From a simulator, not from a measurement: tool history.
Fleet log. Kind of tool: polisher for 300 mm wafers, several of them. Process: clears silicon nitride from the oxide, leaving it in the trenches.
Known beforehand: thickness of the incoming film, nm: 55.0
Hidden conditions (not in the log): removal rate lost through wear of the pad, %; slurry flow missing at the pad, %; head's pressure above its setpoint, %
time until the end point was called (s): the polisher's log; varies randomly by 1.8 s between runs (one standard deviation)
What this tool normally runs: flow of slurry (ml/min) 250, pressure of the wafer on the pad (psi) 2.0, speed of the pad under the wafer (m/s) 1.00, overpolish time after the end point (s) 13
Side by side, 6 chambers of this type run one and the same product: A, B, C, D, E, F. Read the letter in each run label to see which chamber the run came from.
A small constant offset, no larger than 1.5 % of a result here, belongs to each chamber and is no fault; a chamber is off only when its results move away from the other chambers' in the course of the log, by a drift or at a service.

run	day	flow of slurry (ml/min)	pressure of the wafer on the pad (psi)	speed of the pad under the wafer (m/s)	overpolish time after the end point (s)	wafers polished on this pad	hours since the slurry nozzle was cleaned	hours since the head pressure was calibrated	time until the end point was called (s)
1B	0.154	250	2.0	1.00	13	1054	179.3	706.6	103.260
2C	0.375	250	2.0	1.00	13	213	96.9	111.3	104.440
3F	0.571	250	2.0	1.00	13	1259	233.6	441.8	99.876
# day 0.600: chamber E: worn pad replaced by a new one
# day 0.808: chamber B: worn pad replaced by a new one
4D	0.862	250	2.0	1.00	13	246	250.6	230.8	101.340
# day 1.067: chamber A: slurry nozzle cleaned
5A	1.100	250	2.0	1.00	13	322	0.8	259.8	102.020
# day 1.125: chamber F: worn pad replaced by a new one
6E	1.342	250	2.0	1.00	8	200	264.6	65.3	104.980
# day 1.467: chamber B: slurry nozzle cleaned
7B	1.592	250	2.0	1.00	8	212	3.0	741.1	102.280
8F	1.800	250	2.0	1.00	8	182	263.1	471.3	100.560
# day 1.904: chamber F: slurry nozzle cleaned
9A	1.992	250	2.0	1.00	8	563	22.2	281.2	101.920
10D	2.208	250	2.0	1.00	8	610	282.9	263.1	108.200
# day 2.254: chamber A: worn pad replaced by a new one
11C	2.521	250	2.0	1.00	8	793	148.4	162.8	100.540
12E	2.712	250	2.0	1.00	13	571	297.5	98.2	103.540
13C	2.962	320	2.0	1.34	13	913	159.0	173.4	74.398
# day 3.033: chamber E: worn pad replaced by a new one
14B	3.250	320	2.0	1.34	13	661	42.8	780.9	73.477
15A	3.488	320	2.0	1.34	13	334	58.1	317.1	75.018
# day 3.708: chamber D: slurry nozzle cleaned
16F	3.708	320	2.0	1.34	13	699	43.4	517.1	74.563
17E	3.975	320	2.0	1.34	13	255	327.8	128.5	72.064
# day 4.025: chamber C: worn pad replaced by a new one
# day 4.117: chamber D: worn pad replaced by a new one
18D	4.242	320	2.0	1.34	13	34	12.8	311.9	74.141
# day 4.321: chamber B: head pressure recalibrated
19E	4.400	250	2.0	1.00	13	370	338.0	138.7	100.730
20A	4.621	250	1.6	1.24	13	640	85.3	344.3	103.000
21D	4.800	250	1.6	1.24	13	185	26.2	325.3	104.660
22F	5.029	250	1.6	1.24	13	1056	75.1	548.8	103.080
# day 5.108: chamber B: worn pad replaced by a new one
23B	5.246	250	1.6	1.24	13	38	90.7	22.3	103.840
# day 5.262: chamber A: worn pad replaced by a new one
24C	5.438	250	1.6	1.24	13	382	218.4	232.8	103.330
# day 5.629: chamber E: worn pad replaced by a new one
25A	5.721	250	1.6	1.24	13	123	111.7	370.7	103.150
26B	5.938	170	2.0	0.70	13	225	107.3	38.9	155.980
27D	6.112	170	2.0	0.70	13	540	57.7	356.8	157.570
28E	6.429	170	2.0	0.70	13	217	386.7	187.4	150.910
29C	6.604	170	2.0	0.70	13	698	246.4	260.8	155.870
# day 6.617: chamber F: worn pad replaced by a new one
30F	6.908	170	2.0	0.70	13	79	120.2	593.9	156.110
31F	7.046	170	2.0	0.70	13	116	123.5	597.2	154.230
32D	7.212	250	2.0	1.00	13	837	84.1	383.2	104.200
33B	7.508	250	2.0	1.00	13	650	145.0	76.6	102.130
# day 7.708: chamber D: worn pad replaced by a new one
34E	7.754	250	2.0	1.00	13	575	418.5	219.2	103.750
35C	8.008	250	2.0	1.00	13	1078	280.1	294.5	102.610
36A	8.162	250	2.0	1.00	13	784	170.3	429.3	101.480
# day 8.175: chamber E: worn pad replaced by a new one
# day 8.188: chamber F: head pressure recalibrated
# day 8.212: chamber A: worn pad replaced by a new one
37B	8.325	215	2.0	1.00	13	870	164.6	96.2	104.640
# day 8.400: chamber C: worn pad replaced by a new one
38F	8.625	215	2.0	1.00	13	543	161.4	10.6	107.340
39C	8.767	215	2.0	1.00	13	100	298.3	312.7	102.380
40D	8.992	215	2.0	1.00	13	347	126.8	425.9	105.560
41A	9.250	215	2.0	1.00	13	281	196.4	455.4	107.120
42E	9.396	215	2.0	1.00	13	330	457.9	258.6	104.270
43E	9.704	250	2.0	1.00	13	414	465.3	266.0	98.888
44A	9.850	250	2.0	1.00	13	443	210.8	469.8	103.730

What goes on in this fleet: one chamber off, a drifting gauge, or nothing beyond the chambers' own small offsets? Name the chamber and the cause, if any.

No chamber is off and the gauge is stable; the differences are just each chamber's small, constant offset.

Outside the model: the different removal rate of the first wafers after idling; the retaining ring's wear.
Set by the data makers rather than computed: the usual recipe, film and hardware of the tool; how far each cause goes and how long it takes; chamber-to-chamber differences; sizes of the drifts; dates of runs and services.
